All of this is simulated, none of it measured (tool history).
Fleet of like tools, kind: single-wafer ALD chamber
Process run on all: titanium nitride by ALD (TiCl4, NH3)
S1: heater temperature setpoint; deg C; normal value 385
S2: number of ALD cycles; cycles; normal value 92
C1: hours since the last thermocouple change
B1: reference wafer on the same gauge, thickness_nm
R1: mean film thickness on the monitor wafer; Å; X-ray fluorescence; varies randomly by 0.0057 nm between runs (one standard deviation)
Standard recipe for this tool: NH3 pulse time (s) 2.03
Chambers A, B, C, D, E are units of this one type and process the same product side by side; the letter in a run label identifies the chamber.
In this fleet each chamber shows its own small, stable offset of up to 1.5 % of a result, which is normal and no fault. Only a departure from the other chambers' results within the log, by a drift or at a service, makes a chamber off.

{"run": "1B", "day": 0.296, "S1": 385, "S2": 92, "NH3 pulse time (s)": 2.03, "C1": 2022.3, "B1": 2.3686, "R1": 19.954}
{"run": "2D", "day": 0.567, "S1": 385, "S2": 92, "NH3 pulse time (s)": 2.03, "C1": 751.9, "B1": 2.3702, "R1": 20.095}
{"day": 0.596, "done": "chamber E: thermocouple changed; heater temperature recalibrated"}
{"run": "3C", "day": 1.038, "S1": 385, "S2": 92, "NH3 pulse time (s)": 2.03, "C1": 1113.8, "B1": 2.3692, "R1": 20.11}
{"run": "4A", "day": 1.521, "S1": 385, "S2": 92, "NH3 pulse time (s)": 2.03, "C1": 709.4, "B1": 2.3692, "R1": 20.144}
{"run": "5E", "day": 1.862, "S1": 385, "S2": 92, "NH3 pulse time (s)": 2.03, "C1": 30.5, "B1": 2.3693, "R1": 20.024}
{"run": "6B", "day": 2.312, "S1": 385, "S2": 92, "NH3 pulse time (s)": 2.03, "C1": 2070.7, "B1": 2.3703, "R1": 19.735}
{"run": "7D", "day": 2.808, "S1": 385, "S2": 76, "NH3 pulse time (s)": 2.03, "C1": 805.7, "B1": 2.371, "R1": 16.496}
{"run": "8A", "day": 3.088, "S1": 385, "S2": 76, "NH3 pulse time (s)": 2.03, "C1": 747, "B1": 2.3691, "R1": 16.463}
{"run": "9E", "day": 3.392, "S1": 385, "S2": 76, "NH3 pulse time (s)": 2.03, "C1": 67.2, "B1": 2.3693, "R1": 16.554}
{"run": "10C", "day": 3.917, "S1": 385, "S2": 76, "NH3 pulse time (s)": 2.03, "C1": 1182.9, "B1": 2.3713, "R1": 16.583}
{"run": "11C", "day": 4.325, "S1": 385, "S2": 76, "NH3 pulse time (s)": 2.03, "C1": 1192.7, "B1": 2.3701, "R1": 16.551}
{"run": "12D", "day": 4.767, "S1": 385, "S2": 92, "NH3 pulse time (s)": 2.03, "C1": 852.7, "B1": 2.37, "R1": 19.918}
{"day": 4.858, "done": "chamber B: thermocouple changed; heater temperature recalibrated"}
{"run": "13A", "day": 5.092, "S1": 380, "S2": 92, "NH3 pulse time (s)": 2.03, "C1": 795.1, "B1": 2.3696, "R1": 19.866}
{"run": "14E", "day": 5.404, "S1": 380, "S2": 92, "NH3 pulse time (s)": 2.03, "C1": 115.5, "B1": 2.3702, "R1": 20.016}
{"run": "15B", "day": 5.833, "S1": 380, "S2": 92, "NH3 pulse time (s)": 2.03, "C1": 23.5, "B1": 2.3708, "R1": 19.685}
{"run": "16C", "day": 6.383, "S1": 380, "S2": 92, "NH3 pulse time (s)": 2.03, "C1": 1242.1, "B1": 2.3701, "R1": 19.943}
{"run": "17D", "day": 6.888, "S1": 380, "S2": 92, "NH3 pulse time (s)": 2.03, "C1": 903.6, "B1": 2.3706, "R1": 19.789}
{"run": "18E", "day": 7.254, "S1": 385, "S2": 92, "NH3 pulse time (s)": 2.03, "C1": 159.9, "B1": 2.3685, "R1": 20.062}
{"run": "19A", "day": 7.592, "S1": 385, "S2": 92, "NH3 pulse time (s)": 2.03, "C1": 855.1, "B1": 2.3706, "R1": 20.018}
{"run": "20B", "day": 8.158, "S1": 390, "S2": 103, "NH3 pulse time (s)": 2.03, "C1": 79.3, "B1": 2.3699, "R1": 22.234}
{"run": "21B", "day": 8.554, "S1": 390, "S2": 103, "NH3 pulse time (s)": 2.03, "C1": 88.8, "B1": 2.3679, "R1": 22.222}
{"run": "22A", "day": 8.946, "S1": 390, "S2": 103, "NH3 pulse time (s)": 2.03, "C1": 887.6, "B1": 2.3708, "R1": 22.534}
{"run": "23C", "day": 9.342, "S1": 390, "S2": 103, "NH3 pulse time (s)": 2.03, "C1": 1313.1, "B1": 2.3715, "R1": 22.603}
{"run": "24E", "day": 9.592, "S1": 390, "S2": 103, "NH3 pulse time (s)": 2.03, "C1": 216, "B1": 2.3693, "R1": 22.488}
{"run": "25D", "day": 9.862, "S1": 385, "S2": 92, "NH3 pulse time (s)": 2.03, "C1": 975, "B1": 2.3705, "R1": 19.987}
{"run": "26A", "day": 10.367, "S1": 385, "S2": 92, "NH3 pulse time (s)": 2.03, "C1": 921.7, "B1": 2.3701, "R1": 19.954}
{"run": "27D", "day": 10.729, "S1": 385, "S2": 92, "NH3 pulse time (s)": 2.03, "C1": 995.8, "B1": 2.3696, "R1": 20}
{"run": "28B", "day": 10.988, "S1": 385, "S2": 92, "NH3 pulse time (s)": 2.03, "C1": 147.2, "B1": 2.3704, "R1": 19.793}
{"run": "29C", "day": 11.467, "S1": 385, "S2": 92, "NH3 pulse time (s)": 2.03, "C1": 1364.1, "B1": 2.3706, "R1": 20.116}
{"run": "30E", "day": 11.858, "S1": 375, "S2": 107, "NH3 pulse time (s)": 2.03, "C1": 270.4, "B1": 2.3713, "R1": 23.094}
{"run": "31B", "day": 12.162, "S1": 375, "S2": 107, "NH3 pulse time (s)": 2.03, "C1": 175.4, "B1": 2.3714, "R1": 22.788}
{"day": 12.167, "done": "chamber D: thermocouple changed; heater temperature recalibrated"}
{"run": "32E", "day": 12.504, "S1": 375, "S2": 107, "NH3 pulse time (s)": 2.03, "C1": 285.9, "B1": 2.3705, "R1": 23.157}
{"run": "33C", "day": 13.012, "S1": 375, "S2": 107, "NH3 pulse time (s)": 2.03, "C1": 1401.2, "B1": 2.3714, "R1": 23.269}
{"run": "34D", "day": 13.308, "S1": 375, "S2": 107, "NH3 pulse time (s)": 2.03, "C1": 27.5, "B1": 2.3691, "R1": 23.001}
{"run": "35A", "day": 13.812, "S1": 385, "S2": 92, "NH3 pulse time (s)": 2.03, "C1": 1004.4, "B1": 2.3678, "R1": 20.036}
{"run": "36E", "day": 14.104, "S1": 385, "S2": 92, "NH3 pulse time (s)": 2.03, "C1": 324.3, "B1": 2.3696, "R1": 20.138}

For the next run the whole fleet of 5 chambers uses the same settings. Give each chamber's results:
{"run": "37A", "day": 14.508, "S1": 385, "S2": 92, "NH3 pulse time (s)": 2.59, "R1": "?"}
{"run": "37B", "day": 14.508, "S1": 385, "S2": 92, "NH3 pulse time (s)": 2.59, "R1": "?"}
{"run": "37C", "day": 14.508, "S1": 385, "S2": 92, "NH3 pulse time (s)": 2.59, "R1": "?"}
{"run": "37D", "day": 14.508, "S1": 385, "S2": 92, "NH3 pulse time (s)": 2.59, "R1": "?"}
{"run": "37E", "day": 14.508, "S1": 385, "S2": 92, "NH3 pulse time (s)": 2.59, "R1": "?"}

run=37A R1=20.277
run=37B R1=20.073
run=37C R1=20.273
run=37D R1=20.289
run=37E R1=20.313

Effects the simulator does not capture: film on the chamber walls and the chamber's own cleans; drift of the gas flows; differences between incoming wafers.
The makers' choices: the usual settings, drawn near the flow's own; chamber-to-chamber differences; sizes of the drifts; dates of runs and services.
